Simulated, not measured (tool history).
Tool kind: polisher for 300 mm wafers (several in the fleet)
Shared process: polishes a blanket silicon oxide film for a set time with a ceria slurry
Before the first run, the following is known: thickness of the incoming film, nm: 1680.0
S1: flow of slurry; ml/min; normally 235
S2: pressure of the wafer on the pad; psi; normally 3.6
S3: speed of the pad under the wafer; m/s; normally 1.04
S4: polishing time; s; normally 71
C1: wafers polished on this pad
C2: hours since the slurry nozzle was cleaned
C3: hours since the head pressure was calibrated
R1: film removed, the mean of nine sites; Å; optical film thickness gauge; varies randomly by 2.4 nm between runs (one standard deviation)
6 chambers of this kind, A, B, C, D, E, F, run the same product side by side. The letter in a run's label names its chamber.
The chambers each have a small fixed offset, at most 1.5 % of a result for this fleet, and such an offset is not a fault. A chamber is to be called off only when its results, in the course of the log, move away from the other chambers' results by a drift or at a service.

{"run": "1B", "day": 0.108, "S1": 235, "S2": 3.6, "S3": 1.04, "S4": 71, "C1": 840, "C2": 643.1, "C3": 45.9, "R1": 3178.5}
{"run": "2F", "day": 0.304, "S1": 235, "S2": 3.6, "S3": 1.04, "S4": 71, "C1": 902, "C2": 335.6, "C3": 24.2, "R1": 3158.1}
{"run": "3A", "day": 0.446, "S1": 235, "S2": 3.6, "S3": 1.04, "S4": 71, "C1": 521, "C2": 467.2, "C3": 501.8, "R1": 3129.7}
{"run": "4E", "day": 0.629, "S1": 235, "S2": 3.6, "S3": 1.04, "S4": 71, "C1": 880, "C2": 442.3, "C3": 478.7, "R1": 3201.2}
{"run": "5C", "day": 0.85, "S1": 235, "S2": 3.6, "S3": 1.04, "S4": 71, "C1": 413, "C2": 226.9, "C3": 38.3, "R1": 3195.5}
{"day": 1.004, "done": "chamber B: slurry nozzle cleaned"}
{"run": "6D", "day": 1.046, "S1": 235, "S2": 3.6, "S3": 1.04, "S4": 71, "C1": 537, "C2": 26.0, "C3": 213.2, "R1": 3196.8}
{"run": "7F", "day": 1.167, "S1": 235, "S2": 3.6, "S3": 1.04, "S4": 71, "C1": 1079, "C2": 356.3, "C3": 44.9, "R1": 3146.0}
{"run": "8B", "day": 1.375, "S1": 235, "S2": 3.6, "S3": 1.04, "S4": 71, "C1": 1101, "C2": 9.0, "C3": 76.3, "R1": 3168.3}
{"day": 1.383, "done": "chamber A: worn pad replaced by a new one"}
{"run": "9D", "day": 1.488, "S1": 235, "S2": 3.6, "S3": 1.04, "S4": 71, "C1": 627, "C2": 36.6, "C3": 223.8, "R1": 3177.6}
{"run": "10A", "day": 1.633, "S1": 235, "S2": 2.7, "S3": 1.04, "S4": 55, "C1": 51, "C2": 495.7, "C3": 530.3, "R1": 1811.6}
{"day": 1.688, "done": "chamber F: worn pad replaced by a new one"}
{"day": 1.804, "done": "chamber B: worn pad replaced by a new one"}
{"run": "11C", "day": 1.817, "S1": 235, "S2": 2.7, "S3": 1.04, "S4": 55, "C1": 612, "C2": 250.1, "C3": 61.5, "R1": 1856.6}
{"run": "12E", "day": 2.054, "S1": 235, "S2": 2.7, "S3": 1.04, "S4": 55, "C1": 1173, "C2": 476.5, "C3": 512.9, "R1": 1810.7}
{"day": 2.104, "done": "chamber D: worn pad replaced by a new one"}
{"run": "13F", "day": 2.283, "S1": 235, "S2": 2.7, "S3": 1.04, "S4": 55, "C1": 123, "C2": 383.1, "C3": 71.7, "R1": 1831.8}
{"day": 2.475, "done": "chamber F: slurry nozzle cleaned"}
{"run": "14B", "day": 2.479, "S1": 235, "S2": 2.7, "S3": 1.04, "S4": 55, "C1": 138, "C2": 35.5, "C3": 102.8, "R1": 1830.4}
{"run": "15A", "day": 2.617, "S1": 235, "S2": 2.7, "S3": 1.04, "S4": 55, "C1": 253, "C2": 519.3, "C3": 553.9, "R1": 1828.7}
{"run": "16C", "day": 2.792, "S1": 235, "S2": 3.6, "S3": 1.04, "S4": 71, "C1": 812, "C2": 273.5, "C3": 84.9, "R1": 3236.7}
{"run": "17D", "day": 2.983, "S1": 235, "S2": 3.6, "S3": 1.04, "S4": 71, "C1": 180, "C2": 72.5, "C3": 259.7, "R1": 3189.1}
{"run": "18E", "day": 3.121, "S1": 235, "S2": 3.6, "S3": 1.04, "S4": 71, "C1": 1393, "C2": 502.1, "C3": 538.5, "R1": 3093.6}
{"run": "19D", "day": 3.233, "S1": 235, "S2": 3.6, "S3": 1.04, "S4": 71, "C1": 232, "C2": 78.5, "C3": 265.7, "R1": 3203.5}
{"run": "20B", "day": 3.438, "S1": 235, "S2": 3.6, "S3": 1.04, "S4": 71, "C1": 336, "C2": 58.5, "C3": 125.8, "R1": 3139.3}
{"run": "21C", "day": 3.583, "S1": 235, "S2": 3.6, "S3": 1.04, "S4": 71, "C1": 975, "C2": 292.5, "C3": 103.9, "R1": 3182.7}
{"day": 3.6, "done": "chamber A: slurry nozzle cleaned"}
{"run": "22A", "day": 3.704, "S1": 235, "S2": 3.6, "S3": 1.04, "S4": 71, "C1": 477, "C2": 2.6, "C3": 580.0, "R1": 3181.3}
{"run": "23E", "day": 3.896, "S1": 235, "S2": 3.6, "S3": 1.04, "S4": 71, "C1": 1552, "C2": 520.7, "C3": 557.1, "R1": 3038.6}
{"run": "24F", "day": 4.075, "S1": 170, "S2": 3.6, "S3": 1.04, "S4": 85, "C1": 491, "C2": 38.4, "C3": 114.7, "R1": 3647.7}
{"run": "25E", "day": 4.208, "S1": 170, "S2": 3.6, "S3": 1.04, "S4": 85, "C1": 1616, "C2": 528.2, "C3": 564.6, "R1": 3512.1}
{"day": 4.242, "done": "chamber A: worn pad replaced by a new one"}
{"run": "26C", "day": 4.358, "S1": 170, "S2": 3.6, "S3": 1.04, "S4": 85, "C1": 1135, "C2": 311.1, "C3": 122.5, "R1": 3653.7}
{"run": "27F", "day": 4.546, "S1": 170, "S2": 3.6, "S3": 1.04, "S4": 85, "C1": 588, "C2": 49.7, "C3": 126.0, "R1": 3621.7}
{"run": "28A", "day": 4.758, "S1": 170, "S2": 3.6, "S3": 1.04, "S4": 85, "C1": 106, "C2": 27.9, "C3": 605.3, "R1": 3666.5}
{"run": "29D", "day": 4.962, "S1": 170, "S2": 3.6, "S3": 1.04, "S4": 85, "C1": 588, "C2": 120.0, "C3": 307.2, "R1": 3661.8}
{"run": "30B", "day": 5.067, "S1": 235, "S2": 3.6, "S3": 1.04, "S4": 71, "C1": 671, "C2": 97.6, "C3": 164.9, "R1": 3135.3}
{"run": "31D", "day": 5.2, "S1": 235, "S2": 3.6, "S3": 1.04, "S4": 71, "C1": 636, "C2": 125.7, "C3": 312.9, "R1": 3211.8}
{"run": "32B", "day": 5.362, "S1": 235, "S2": 3.6, "S3": 1.04, "S4": 71, "C1": 732, "C2": 104.7, "C3": 172.0, "R1": 3144.4}
{"run": "33A", "day": 5.55, "S1": 235, "S2": 3.6, "S3": 1.04, "S4": 71, "C1": 269, "C2": 46.9, "C3": 624.3, "R1": 3158.1}
{"day": 5.733, "done": "chamber D: worn pad replaced by a new one"}
{"run": "34C", "day": 5.775, "S1": 235, "S2": 3.6, "S3": 1.04, "S4": 71, "C1": 1426, "C2": 345.1, "C3": 156.5, "R1": 3223.0}
{"run": "35E", "day": 5.946, "S1": 235, "S2": 3.6, "S3": 1.04, "S4": 71, "C1": 1974, "C2": 569.9, "C3": 606.3, "R1": 2956.3}
{"run": "36F", "day": 6.167, "S1": 235, "S2": 3.6, "S3": 1.04, "S4": 71, "C1": 921, "C2": 88.6, "C3": 164.9, "R1": 3167.9}
{"run": "37A", "day": 6.338, "S1": 235, "S2": 3.6, "S3": 1.04, "S4": 71, "C1": 431, "C2": 65.8, "C3": 643.2, "R1": 3160.3}
{"run": "38B", "day": 6.508, "S1": 235, "S2": 3.6, "S3": 1.04, "S4": 71, "C1": 967, "C2": 132.2, "C3": 199.5, "R1": 3167.0}
{"run": "39D", "day": 6.746, "S1": 235, "S2": 3.6, "S3": 1.04, "S4": 71, "C1": 208, "C2": 162.8, "C3": 350.0, "R1": 3183.7}

Next, all 6 chambers run the settings below, one line each with question marks for the results. What does each chamber give?
{"run": "40A", "day": 6.917, "S1": 235, "S2": 3.6, "S3": 1.04, "S4": 84, "R1": "?"}
{"run": "40B", "day": 6.917, "S1": 235, "S2": 3.6, "S3": 1.04, "S4": 84, "R1": "?"}
{"run": "40C", "day": 6.917, "S1": 235, "S2": 3.6, "S3": 1.04, "S4": 84, "R1": "?"}
{"run": "40D", "day": 6.917, "S1": 235, "S2": 3.6, "S3": 1.04, "S4": 84, "R1": "?"}
{"run": "40E", "day": 6.917, "S1": 235, "S2": 3.6, "S3": 1.04, "S4": 84, "R1": "?"}
{"run": "40F", "day": 6.917, "S1": 235, "S2": 3.6, "S3": 1.04, "S4": 84, "R1": "?"}

run=40A R1=3702.7
run=40B R1=3751.9
run=40C R1=3723.9
run=40D R1=3745.6
run=40E R1=3406.1
run=40F R1=3687.6
